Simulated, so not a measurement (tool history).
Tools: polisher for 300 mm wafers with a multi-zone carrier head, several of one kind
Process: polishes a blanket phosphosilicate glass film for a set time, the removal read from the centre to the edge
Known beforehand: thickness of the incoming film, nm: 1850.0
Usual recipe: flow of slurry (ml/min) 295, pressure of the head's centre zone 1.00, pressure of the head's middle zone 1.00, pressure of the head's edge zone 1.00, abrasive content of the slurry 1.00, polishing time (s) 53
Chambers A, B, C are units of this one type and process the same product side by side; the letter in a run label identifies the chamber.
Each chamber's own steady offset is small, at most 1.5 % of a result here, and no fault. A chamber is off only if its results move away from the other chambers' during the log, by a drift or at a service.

run,hour,flow of slurry (ml/min),pressure of the head's centre zone,pressure of the head's middle zone,pressure of the head's edge zone,abrasive content of the slurry,polishing time (s),wafers polished on this pad,hours since the slurry nozzle was cleaned,hours since the centre zone pressure was calibrated,hours since the edge zone pressure was calibrated,film removed at the wafer's centre (angstrom),film removed at mid-radius (angstrom),film removed at the wafer's edge (angstrom)
# hour 0.2: chamber B: centre zone pressure recalibrated
# hour 8.2: chamber B: worn pad replaced by a new one
1C,9.8,295,1.00,1.00,1.00,1.00,53,508,301.7,114.2,556.3,2614.5,2729.2,2617.7
# hour 13.0: chamber C: worn pad replaced by a new one
2B,19.8,295,1.00,1.00,1.00,1.00,53,112,106.0,19.7,211.8,2634.8,2626.0,2630.6
3A,24.5,295,1.00,1.00,1.00,1.00,53,428,402.3,171.1,757.6,2613.7,2654.4,2625.7
4B,33.1,295,1.00,1.00,1.00,1.00,53,240,119.3,33.0,225.1,2656.3,2626.7,2616.9
# hour 36.5: chamber A: worn pad replaced by a new one
5A,42.4,295,1.00,1.00,1.00,1.00,53,56,420.2,189.0,775.5,2593.6,2593.7,2595.6
6C,48.2,295,1.00,1.00,1.00,1.00,53,339,340.1,152.6,594.7,2610.0,2663.3,2619.2
7C,54.3,235,1.00,0.96,1.00,1.00,53,398,346.2,158.7,600.8,2540.1,2491.8,2590.3
8A,64.2,235,1.00,0.96,1.00,1.00,53,266,442.0,210.8,797.3,2549.5,2538.4,2551.7
# hour 66.5: chamber C: worn pad replaced by a new one
9B,69.3,235,1.00,0.96,1.00,1.00,53,588,155.5,69.2,261.3,2530.1,2450.7,2550.1
10A,75.8,295,1.00,1.00,1.00,1.00,53,378,453.6,222.4,808.9,2643.0,2621.1,2594.2
11B,80.8,295,1.00,1.00,1.00,1.00,53,698,167.0,80.7,272.8,2552.6,2615.3,2637.2
# hour 84.4: chamber A: worn pad replaced by a new one
12C,87.5,295,1.00,0.90,1.00,1.00,47,202,379.4,191.9,634.0,2291.0,2145.9,2355.3
13B,97.2,295,1.00,0.90,1.00,1.00,47,856,183.4,97.1,289.2,2321.4,2143.8,2323.1
# hour 100.3: chamber B: worn pad replaced by a new one
14C,104.6,295,1.00,0.90,1.00,1.00,47,367,396.5,209.0,651.1,2328.3,2173.4,2363.0
15A,114.7,295,1.00,1.00,1.00,1.00,53,292,492.5,261.3,847.8,2642.8,2675.2,2631.1
16A,122.8,295,1.00,0.96,0.91,1.00,53,370,500.6,269.4,855.9,2608.5,2553.5,2463.3
17B,130.6,295,1.00,0.96,0.91,1.00,53,291,216.8,130.5,322.6,2639.1,2573.3,2512.5
# hour 131.3: chamber C: worn pad replaced by a new one
18C,136.3,295,1.00,0.96,0.91,1.00,53,48,428.2,240.7,682.8,2607.1,2533.8,2519.2
# hour 137.2: chamber A: worn pad replaced by a new one
# hour 139.6: chamber C: edge zone pressure recalibrated
19A,142.3,295,1.00,1.00,1.00,1.00,53,49,520.1,288.9,875.4,2608.9,2664.5,2565.2
20C,151.4,295,1.00,1.00,1.00,1.00,53,193,443.3,255.8,11.8,2570.3,2649.7,2644.8
21B,157.7,295,1.00,1.00,1.00,1.00,53,552,243.9,157.6,349.7,2612.6,2632.9,2582.8
22B,165.2,295,1.00,1.00,1.00,1.00,53,624,251.4,165.1,357.2,2630.1,2656.6,2603.3
23C,172.4,295,0.95,1.00,1.00,1.20,53,395,464.3,276.8,32.8,2641.4,2899.7,2834.9
24A,177.1,295,0.95,1.00,1.00,1.20,53,384,554.9,323.7,910.2,2669.0,2816.9,2834.2

Is one chamber out of step, is the gauge drifting, or do the chambers differ by no more than their own small offsets? For an off chamber, give its letter and the likeliest cause.

No chamber is off and the gauge is stable; the differences are just each chamber's small, constant offset.
